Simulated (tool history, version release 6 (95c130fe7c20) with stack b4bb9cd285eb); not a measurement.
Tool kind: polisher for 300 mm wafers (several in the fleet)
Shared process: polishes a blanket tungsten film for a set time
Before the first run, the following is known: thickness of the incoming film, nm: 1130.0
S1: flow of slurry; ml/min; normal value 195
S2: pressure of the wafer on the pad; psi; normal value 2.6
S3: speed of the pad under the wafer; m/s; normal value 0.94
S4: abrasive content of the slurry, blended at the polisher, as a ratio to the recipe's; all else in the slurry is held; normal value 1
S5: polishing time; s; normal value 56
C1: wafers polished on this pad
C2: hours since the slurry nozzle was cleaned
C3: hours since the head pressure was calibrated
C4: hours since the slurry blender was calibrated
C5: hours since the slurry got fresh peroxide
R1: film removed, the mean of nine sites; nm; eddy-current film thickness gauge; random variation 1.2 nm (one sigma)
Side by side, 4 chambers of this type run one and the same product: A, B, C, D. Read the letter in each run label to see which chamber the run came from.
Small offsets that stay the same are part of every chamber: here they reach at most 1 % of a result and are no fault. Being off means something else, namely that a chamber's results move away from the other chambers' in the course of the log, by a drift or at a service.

run 1A day=0.15 | S1=195 S2=2.6 S3=0.94 S4=1 S5=56 | C1=146 C2=160 C3=686.3 C4=427.4 C5=62.7 | R1=182.86
-- day=0.279 chamber B: slurry tank refilled with fresh slurry and peroxide
run 2B day=0.4 | S1=195 S2=2.6 S3=0.94 S4=1 S5=56 | C1=217 C2=354.8 C3=988.4 C4=104.1 C5=2.9 | R1=184.84
-- day=0.55 chamber D: worn pad replaced by a new one
run 3D day=0.583 | S1=195 S2=2.6 S3=0.94 S4=1 S5=56 | C1=11 C2=80.8 C3=446.9 C4=44.9 C5=23.8 | R1=185.47
run 4C day=0.8 | S1=195 S2=2.6 S3=0.94 S4=1 S5=56 | C1=782 C2=93.2 C3=348.1 C4=127.1 C5=46.5 | R1=181.83
-- day=1.042 chamber D: head pressure recalibrated
run 5C day=1.062 | S1=195 S2=2.6 S3=0.94 S4=1 S5=56 | C1=870 C2=99.5 C3=354.4 C4=133.4 C5=52.8 | R1=183.83
-- day=1.142 chamber D: slurry tank refilled with fresh slurry and peroxide
run 6B day=1.254 | S1=195 S2=2.6 S3=0.94 S4=1 S5=56 | C1=503 C2=375.3 C3=1008.9 C4=124.6 C5=23.4 | R1=183.54
-- day=1.358 chamber C: slurry blender recalibrated
run 7A day=1.396 | S1=195 S2=2.6 S3=0.94 S4=1 S5=56 | C1=564 C2=189.9 C3=716.2 C4=457.3 C5=92.6 | R1=180.4
-- day=1.658 chamber C: worn pad replaced by a new one
run 8D day=1.671 | S1=195 S2=2.6 S3=0.94 S4=1 S5=56 | C1=376 C2=106.9 C3=15.2 C4=71 C5=12.7 | R1=184.15
run 9C day=1.808 | S1=195 S2=2.6 S3=0.94 S4=1 S5=56 | C1=51 C2=117.4 C3=372.3 C4=10.9 C5=70.7 | R1=185.59
-- day=2.008 chamber B: worn pad replaced by a new one
run 10D day=2.033 | S1=195 S2=2.6 S3=0.94 S4=1 S5=56 | C1=498 C2=115.6 C3=23.9 C4=79.7 C5=21.4 | R1=185.06
run 11B day=2.312 | S1=195 S2=2.6 S3=0.94 S4=1 S5=56 | C1=102 C2=400.7 C3=1034.3 C4=150 C5=48.8 | R1=184.52
-- day=2.604 chamber A: slurry blender recalibrated
run 12A day=2.604 | S1=195 S2=2.6 S3=0.94 S4=1 S5=56 | C1=969 C2=218.9 C3=745.2 C4=0.1 C5=121.6 | R1=183.94
-- day=2.767 chamber B: slurry blender recalibrated
run 13C day=2.808 | S1=195 S2=2.6 S3=0.94 S4=1 S5=56 | C1=386 C2=141.4 C3=396.3 C4=34.9 C5=94.7 | R1=184.35
-- day=3.062 chamber A: worn pad replaced by a new one
run 14B day=3.079 | S1=195 S2=2.6 S3=0.94 S4=1 S5=56 | C1=359 C2=419.1 C3=1052.7 C4=7.5 C5=67.2 | R1=184.51
-- day=3.15 chamber D: slurry tank refilled with fresh slurry and peroxide
run 15D day=3.225 | S1=195 S2=2.6 S3=0.94 S4=0.85 S5=41 | C1=898 C2=144.2 C3=52.5 C4=108.3 C5=1.9 | R1=128.22
run 16A day=3.462 | S1=195 S2=2.6 S3=0.94 S4=0.85 S5=41 | C1=135 C2=239.5 C3=765.8 C4=20.7 C5=142.2 | R1=128.5
run 17B day=3.604 | S1=195 S2=2.6 S3=0.94 S4=0.85 S5=41 | C1=535 C2=431.7 C3=1065.3 C4=20.1 C5=79.8 | R1=127.9
-- day=3.612 chamber C: slurry tank refilled with fresh slurry and peroxide
run 18A day=3.9 | S1=195 S2=2.6 S3=0.94 S4=0.85 S5=41 | C1=282 C2=250 C3=776.3 C4=31.2 C5=152.7 | R1=127.89
run 19D day=4.067 | S1=195 S2=2.6 S3=0.94 S4=1 S5=56 | C1=1180 C2=164.4 C3=72.7 C4=128.5 C5=22.1 | R1=182.15
-- day=4.204 chamber A: slurry tank refilled with fresh slurry and peroxide
run 20C day=4.312 | S1=195 S2=2.6 S3=0.94 S4=1 S5=56 | C1=891 C2=177.5 C3=432.4 C4=71 C5=16.8 | R1=183.73
-- day=4.329 chamber B: slurry tank refilled with fresh slurry and peroxide
-- day=4.479 chamber D: worn pad replaced by a new one
-- day=4.533 chamber B: worn pad replaced by a new one
run 21B day=4.554 | S1=195 S2=2.6 S3=0.94 S4=1 S5=56 | C1=8 C2=454.5 C3=1088.1 C4=42.9 C5=5.4 | R1=186.51
-- day=4.662 chamber D: slurry tank refilled with fresh slurry and peroxide
run 22D day=4.729 | S1=195 S2=2.6 S3=0.94 S4=1 S5=56 | C1=84 C2=180.3 C3=88.6 C4=144.4 C5=1.6 | R1=178.56
run 23A day=4.958 | S1=195 S2=2.6 S3=0.94 S4=1 S5=56 | C1=637 C2=275.4 C3=801.7 C4=56.6 C5=18.2 | R1=184.03
-- day=4.979 chamber C: worn pad replaced by a new one
run 24C day=5.112 | S1=195 S2=2.6 S3=0.94 S4=1 S5=56 | C1=45 C2=196.7 C3=451.6 C4=90.2 C5=36 | R1=184.06
run 25D day=5.354 | S1=195 S2=2.6 S3=0.94 S4=1 S5=56 | C1=294 C2=195.3 C3=103.6 C4=159.4 C5=16.6 | R1=179.08
run 26B day=5.508 | S1=195 S2=2.6 S3=0.94 S4=1 S5=56 | C1=328 C2=477.4 C3=1111 C4=65.8 C5=28.3 | R1=184.5
run 27C day=5.646 | S1=195 S2=2.6 S3=0.94 S4=1 S5=56 | C1=224 C2=209.5 C3=464.4 C4=103 C5=48.8 | R1=185.26
-- day=5.688 chamber A: worn pad replaced by a new one
run 28A day=5.796 | S1=195 S2=2.6 S3=0.94 S4=1 S5=56 | C1=37 C2=295.5 C3=821.8 C4=76.7 C5=38.3 | R1=182.7
run 29D day=6.012 | S1=195 S2=2.6 S3=0.94 S4=1 S5=56 | C1=514 C2=211.1 C3=119.4 C4=175.2 C5=32.4 | R1=177.85
-- day=6.071 chamber D: slurry blender recalibrated
run 30B day=6.254 | S1=195 S2=2.6 S3=0.94 S4=1 S5=56 | C1=578 C2=495.3 C3=1128.9 C4=83.7 C5=46.2 | R1=183.75
-- day=6.283 chamber D: slurry tank refilled with fresh slurry and peroxide
run 31A day=6.512 | S1=195 S2=2.6 S3=0.94 S4=1 S5=56 | C1=277 C2=312.7 C3=839 C4=93.9 C5=55.5 | R1=181.55
run 32C day=6.717 | S1=195 S2=2.6 S3=0.94 S4=1 S5=56 | C1=583 C2=235.2 C3=490.1 C4=128.7 C5=74.5 | R1=183.46
run 33B day=6.888 | S1=195 S2=2.6 S3=0.94 S4=1 S5=56 | C1=791 C2=510.5 C3=1144.1 C4=98.9 C5=61.4 | R1=184.61
-- day=7.071 chamber A: head pressure recalibrated
run 34D day=7.133 | S1=195 S2=2.6 S3=1.22 S4=1 S5=56 | C1=890 C2=238 C3=146.3 C4=25.6 C5=20.4 | R1=226.52
run 35A day=7.358 | S1=195 S2=2.6 S3=1.22 S4=1 S5=56 | C1=561 C2=333 C3=7 C4=114.2 C5=75.8 | R1=238.39

All chambers now run identical settings, listed one chamber a line with results as question marks. What results will each chamber show?
run 36A day=7.583 | S1=195 S2=2.6 S3=0.94 S4=1 S5=46 | R1=?
run 36B day=7.583 | S1=195 S2=2.6 S3=0.94 S4=1 S5=46 | R1=?
run 36C day=7.583 | S1=195 S2=2.6 S3=0.94 S4=1 S5=46 | R1=?
run 36D day=7.583 | S1=195 S2=2.6 S3=0.94 S4=1 S5=46 | R1=?

run=36A R1=149.75
run=36B R1=151.54
run=36C R1=151.06
run=36D R1=143.08
